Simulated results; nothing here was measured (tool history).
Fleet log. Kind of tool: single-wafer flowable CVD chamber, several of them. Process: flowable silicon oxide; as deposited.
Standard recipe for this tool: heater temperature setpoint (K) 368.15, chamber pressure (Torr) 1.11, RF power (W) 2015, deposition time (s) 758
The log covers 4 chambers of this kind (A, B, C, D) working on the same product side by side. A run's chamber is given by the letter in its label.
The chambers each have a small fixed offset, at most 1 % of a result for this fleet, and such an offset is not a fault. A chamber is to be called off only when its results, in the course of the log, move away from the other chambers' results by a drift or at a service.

run,day,heater temperature setpoint (K),chamber pressure (Torr),RF power (W),deposition time (s),hours since the last thermocouple change,hours since the last RF generator calibration,hours since the last manometer calibration,"read-back reference wafer on the same gauge, thickness_nm",mean film thickness on the monitor wafer (Å)
1B,0.238,368.15,1.11,2015,758,2518.4,2574,816.3,818.82,8099.7
# day 0.346: chamber B: thermocouple changed; heater temperature recalibrated
2A,0.508,368.15,1.11,2015,758,155.1,468.5,1131.9,818.92,8120.5
3C,0.888,368.15,1.11,2015,758,402.8,607.8,1625.9,818.63,8040.4
4D,1.138,368.15,1.11,2015,758,978.3,478.2,685.7,818.84,8063
5D,1.371,368.15,1.11,2015,758,983.9,483.8,691.3,818.76,8053.8
6B,1.825,368.15,1.11,2015,758,35.5,2612.1,854.4,818.61,8108.3
7A,2.208,368.15,1.11,2015,758,195.9,509.3,1172.7,818.39,8103.4
8C,2.521,368.15,1.11,2015,758,442,647,1665.1,818.48,8032.6
9B,2.988,368.15,1.11,2015,758,63.4,2640,882.3,818.51,8101.4
10D,3.475,368.15,1.11,2015,758,1034.4,534.3,741.8,818.21,8055
11A,3.712,368.15,1.11,2015,758,232,545.4,1208.8,818.14,8116.6
12C,4.025,368.15,1.11,2015,758,478.1,683.1,1701.2,818.02,8041.3
13C,4.379,368.15,1.31,2215,758,486.6,691.6,1709.7,817.91,9781
14D,4.783,368.15,1.31,2215,758,1065.8,565.7,773.2,817.67,9807.3
15A,5.296,368.15,1.31,2215,758,270,583.4,1246.8,817.74,9867.4
16B,5.575,368.15,1.31,2215,758,125.5,2702.1,944.4,817.69,9857.6
17B,5.796,368.15,1.11,2015,758,130.8,2707.4,949.7,817.59,8095.8
18D,6.25,368.15,1.11,2015,758,1101,600.9,808.4,817.58,8038.2
19C,6.729,368.15,1.11,2015,758,543,748,1766.1,817.18,8029.3
20A,6.95,368.15,1.11,2015,758,309.7,623.1,1286.5,816.94,8094.3
21B,7.175,368.15,1.11,2015,758,163.9,2740.5,982.8,817.16,8085.3
22D,7.662,368.15,1.11,2015,758,1134.9,634.8,842.3,816.87,8029.8
23A,8.15,368.15,1.11,2015,758,338.5,651.9,1315.3,816.92,8092.2
24C,8.654,368.15,1.11,2015,758,589.2,794.2,1812.3,816.98,8025.5
25C,9.079,368.15,1.11,2015,758,599.4,804.4,1822.5,816.69,8015.8
26A,9.317,368.15,1.11,2015,758,366.5,679.9,1343.3,816.57,8105
27B,9.612,368.15,1.11,2015,758,222.4,2799,1041.3,816.44,8089.7
28D,9.988,368.15,1.11,2015,758,1190.7,690.6,898.1,816.66,8046.2
29C,10.342,368.15,1.11,2015,758,629.7,834.7,1852.8,816.55,8027.7
30B,10.742,368.15,1.11,2015,758,249.5,2826.1,1068.4,816.12,8082.3
31D,11.062,368.15,1.11,2015,758,1216.5,716.4,923.9,816.19,8032.8
32A,11.308,368.15,1.11,2015,758,414.3,727.7,1391.1,816.05,8085.6
33C,11.658,368.15,1.11,2015,758,661.3,866.3,1884.4,816.15,8023.3
34A,11.883,368.15,1.11,2015,859,428.1,741.5,1404.9,816,9156.3
35D,12.342,368.15,1.11,2015,859,1247.2,747.1,954.6,815.86,9091.7
36B,12.758,368.15,1.11,2015,859,297.9,2874.5,1116.8,815.98,9147.5
37A,13.033,368.15,1.11,2015,859,455.7,769.1,1432.5,816.01,9163.9
38C,13.442,368.15,1.11,2135,857,704.1,909.1,1927.2,815.78,9162
39D,13.738,368.15,1.11,2135,857,1280.7,780.6,988.1,815.45,9172.7
40B,14.096,368.15,1.11,2135,857,330,2906.6,1148.9,815.35,9245.4
41B,14.592,368.15,1.11,2135,857,341.9,2918.5,1160.8,815.17,9237.5
42D,14.896,363.15,1.11,2015,758,1308.5,808.4,1015.9,815.15,9472
43C,15.388,363.15,1.11,2015,758,750.8,955.8,1973.9,815.06,9484.5
44A,15.654,363.15,1.11,2015,758,518.6,832,1495.4,814.86,9527.2

Has any chamber moved away from the others, gradually or after a service, or does the common gauge drift, or do the chambers differ only by their own small steady offsets? State the chamber and the most likely cause if one applies.

Every chamber seems to shift together because the gauge that measures them all drifts; the chambers themselves are fine.
What lies behind it: gauge reads low (%) = 0.502.

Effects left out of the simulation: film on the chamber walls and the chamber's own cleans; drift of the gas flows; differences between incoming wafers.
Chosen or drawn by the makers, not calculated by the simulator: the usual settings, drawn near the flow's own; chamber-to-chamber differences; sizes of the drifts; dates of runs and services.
